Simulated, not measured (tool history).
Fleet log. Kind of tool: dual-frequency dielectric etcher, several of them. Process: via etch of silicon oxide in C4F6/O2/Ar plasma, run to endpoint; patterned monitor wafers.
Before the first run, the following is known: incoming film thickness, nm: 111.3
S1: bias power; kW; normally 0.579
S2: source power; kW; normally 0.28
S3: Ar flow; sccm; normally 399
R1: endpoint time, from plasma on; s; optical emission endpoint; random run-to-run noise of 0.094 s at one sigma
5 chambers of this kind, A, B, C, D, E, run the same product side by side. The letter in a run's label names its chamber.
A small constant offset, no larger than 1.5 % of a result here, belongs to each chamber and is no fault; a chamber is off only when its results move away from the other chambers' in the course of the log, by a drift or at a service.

run 1C day=0.138 | S1=0.579 S2=0.28 S3=399 | R1=27.105
run 2E day=0.371 | S1=0.579 S2=0.28 S3=399 | R1=27.313
run 3D day=0.533 | S1=0.579 S2=0.28 S3=399 | R1=27.239
run 4B day=0.783 | S1=0.579 S2=0.28 S3=399 | R1=27.057
run 5A day=0.904 | S1=0.579 S2=0.32 S3=357 | R1=25.343
run 6B day=1.146 | S1=0.579 S2=0.32 S3=357 | R1=25.485
run 7A day=1.35 | S1=0.579 S2=0.32 S3=357 | R1=25.28
run 8E day=1.496 | S1=0.579 S2=0.32 S3=357 | R1=25.905
run 9C day=1.704 | S1=0.579 S2=0.32 S3=357 | R1=25.538
run 10D day=1.862 | S1=0.579 S2=0.28 S3=399 | R1=27.233
run 11D day=2.062 | S1=0.579 S2=0.28 S3=399 | R1=27.048
run 12A day=2.196 | S1=0.579 S2=0.28 S3=399 | R1=26.949
run 13C day=2.362 | S1=0.579 S2=0.28 S3=399 | R1=27.214
run 14B day=2.562 | S1=0.579 S2=0.23 S3=490 | R1=29.957
-- day=2.696 chamber E: wet clean of the chamber
run 15E day=2.738 | S1=0.579 S2=0.23 S3=490 | R1=30.173
run 16A day=2.983 | S1=0.579 S2=0.23 S3=490 | R1=29.561
run 17C day=3.254 | S1=0.579 S2=0.23 S3=490 | R1=29.95
run 18B day=3.492 | S1=0.579 S2=0.23 S3=490 | R1=29.911
run 19D day=3.729 | S1=0.579 S2=0.28 S3=399 | R1=27.152
run 20E day=3.975 | S1=0.579 S2=0.28 S3=399 | R1=27.449
run 21C day=4.138 | S1=0.579 S2=0.28 S3=399 | R1=27.094
run 22B day=4.358 | S1=0.579 S2=0.28 S3=399 | R1=27.171
run 23D day=4.592 | S1=0.579 S2=0.28 S3=399 | R1=27.256
run 24A day=4.733 | S1=0.579 S2=0.28 S3=399 | R1=26.934
run 25E day=4.871 | S1=0.579 S2=0.28 S3=399 | R1=27.493
run 26E day=5.104 | S1=0.579 S2=0.28 S3=399 | R1=27.355
run 27A day=5.296 | S1=0.668 S2=0.28 S3=363 | R1=25.119
run 28C day=5.45 | S1=0.668 S2=0.28 S3=363 | R1=25.401
run 29D day=5.704 | S1=0.668 S2=0.28 S3=363 | R1=25.487
run 30B day=5.921 | S1=0.668 S2=0.28 S3=363 | R1=25.284
run 31D day=6.125 | S1=0.668 S2=0.28 S3=363 | R1=25.373

Is one chamber off against the others, does the gauge drift, or is nothing wrong? If a chamber is off, say which, and what the likeliest cause is.

Nothing is wrong: each chamber keeps only its own small, steady offset and the gauge holds still.

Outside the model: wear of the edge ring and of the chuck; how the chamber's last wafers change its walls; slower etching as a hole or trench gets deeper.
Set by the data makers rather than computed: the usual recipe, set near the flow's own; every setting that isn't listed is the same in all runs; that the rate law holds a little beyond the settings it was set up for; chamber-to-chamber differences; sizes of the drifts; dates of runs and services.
